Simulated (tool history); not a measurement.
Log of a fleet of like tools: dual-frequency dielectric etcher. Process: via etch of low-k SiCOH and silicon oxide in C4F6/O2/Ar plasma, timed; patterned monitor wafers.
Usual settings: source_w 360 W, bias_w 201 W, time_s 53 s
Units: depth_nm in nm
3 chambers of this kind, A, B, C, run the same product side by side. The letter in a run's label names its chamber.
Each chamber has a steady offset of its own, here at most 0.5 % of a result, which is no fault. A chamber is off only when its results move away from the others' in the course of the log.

run,day,source_w,bias_w,time_s,hours since the last wet clean,hours since the last source power generator calibration,hours since the last bias power generator calibration,"read-back reference wafer on the same gauge, depth_nm",depth_nm
1C,0.225,360,201,53,89.2,2979.7,3021.3,142.08,124.31
2A,0.512,360,201,53,507.4,1770.2,106,141.87,125.09
3B,0.746,360,201,53,300.7,3085.9,65.3,141.99,124.26
4C,0.983,360,201,53,107.4,2997.9,3039.5,142.01,125.79
5A,1.175,360,201,53,523.3,1786.1,121.9,142.06,124.92
6B,1.383,360,201,53,316,3101.2,80.6,142.07,125.02
7C,1.575,360,201,53,121.6,3012.1,3053.7,142.03,124.79
8A,1.829,360,201,53,539,1801.8,137.6,141.91,125.39
9B,2.108,360,201,60.5,333.4,3118.6,98,141.97,142.15
10C,2.246,360,201,60.5,137.7,3028.2,3069.8,142.06,142.99
11B,2.5,360,201,60.5,342.8,3128,107.4,141.99,140.98
12A,2.742,360,201,53,560.9,1823.7,159.5,142.2,124.86
# day 2.983: chamber B: wet clean of the chamber
13A,2.988,360,201,53,566.8,1829.6,165.4,142.19,125.97
14C,3.2,360,201,53,160.6,3051.1,3092.7,141.97,125
15B,3.404,360,201,53,10.2,3149.7,129.1,142.22,124.96
16A,3.696,360,201,53,583.8,1846.6,182.4,142.04,126.17
17C,3.975,360,201,53,179.2,3069.7,3111.3,142.13,123.42
18B,4.175,360,201,53,28.7,3168.2,147.6,141.95,125.01
# day 4.342: chamber A: wet clean of the chamber
19C,4.367,360,201,53,188.6,3079.1,3120.7,141.93,124.66
20A,4.529,360,201,53,4.5,1866.6,202.4,142.24,119.02
21B,4.712,360,201,53,41.6,3181.1,160.5,141.99,124.31
22B,5.025,360,201,53,49.1,3188.6,168,141.91,124.62
23C,5.262,360,201,53,210.1,3100.6,3142.2,141.89,124.39
24A,5.538,360,201,53,28.7,1890.8,226.6,142.13,118.54
25A,5.688,360,201,53,32.3,1894.4,230.2,142.12,117.73
26B,5.967,360,201,53,71.7,3211.2,190.6,141.86,124.3
27C,6.179,400,201,42,232.1,3122.6,3164.2,141.89,102.72
28B,6.442,400,201,42,83.1,3222.6,202,141.98,102.31
29C,6.583,400,201,42,241.8,3132.3,3173.9,142.01,102.5
30A,6.808,360,201,53,59.2,1921.3,257.1,142.02,117.71
31B,7.004,360,201,53,96.6,3236.1,215.5,141.97,124.71
32C,7.221,360,201,53,257.1,3147.6,3189.2,142.01,125.24
33A,7.475,360,201,53,75.2,1937.3,273.1,141.86,119.15
34B,7.771,360,201,53,115,3254.5,233.9,141.94,124.25
35C,7.942,360,201,53,274.4,3164.9,3206.5,141.99,125.13
36A,8.162,360,201,53,91.7,1953.8,289.6,142.06,117.82
37B,8.35,290,201,45.5,128.9,3268.4,247.8,141.88,98.762
38A,8.654,290,201,45.5,103.5,1965.6,301.4,141.78,93.821
39C,8.817,290,201,45.5,295.4,3185.9,3227.5,141.9,99.057
40A,9.104,360,201,53,114.3,1976.4,312.2,142.15,118.16

Next, every chamber runs the same settings. What will each give?
41A,9.329,310,201,53,,,,,?
41B,9.329,310,201,53,,,,,?
41C,9.329,310,201,53,,,,,?

run,depth_nm
41A,111.63
41B,117.33
41C,117.76

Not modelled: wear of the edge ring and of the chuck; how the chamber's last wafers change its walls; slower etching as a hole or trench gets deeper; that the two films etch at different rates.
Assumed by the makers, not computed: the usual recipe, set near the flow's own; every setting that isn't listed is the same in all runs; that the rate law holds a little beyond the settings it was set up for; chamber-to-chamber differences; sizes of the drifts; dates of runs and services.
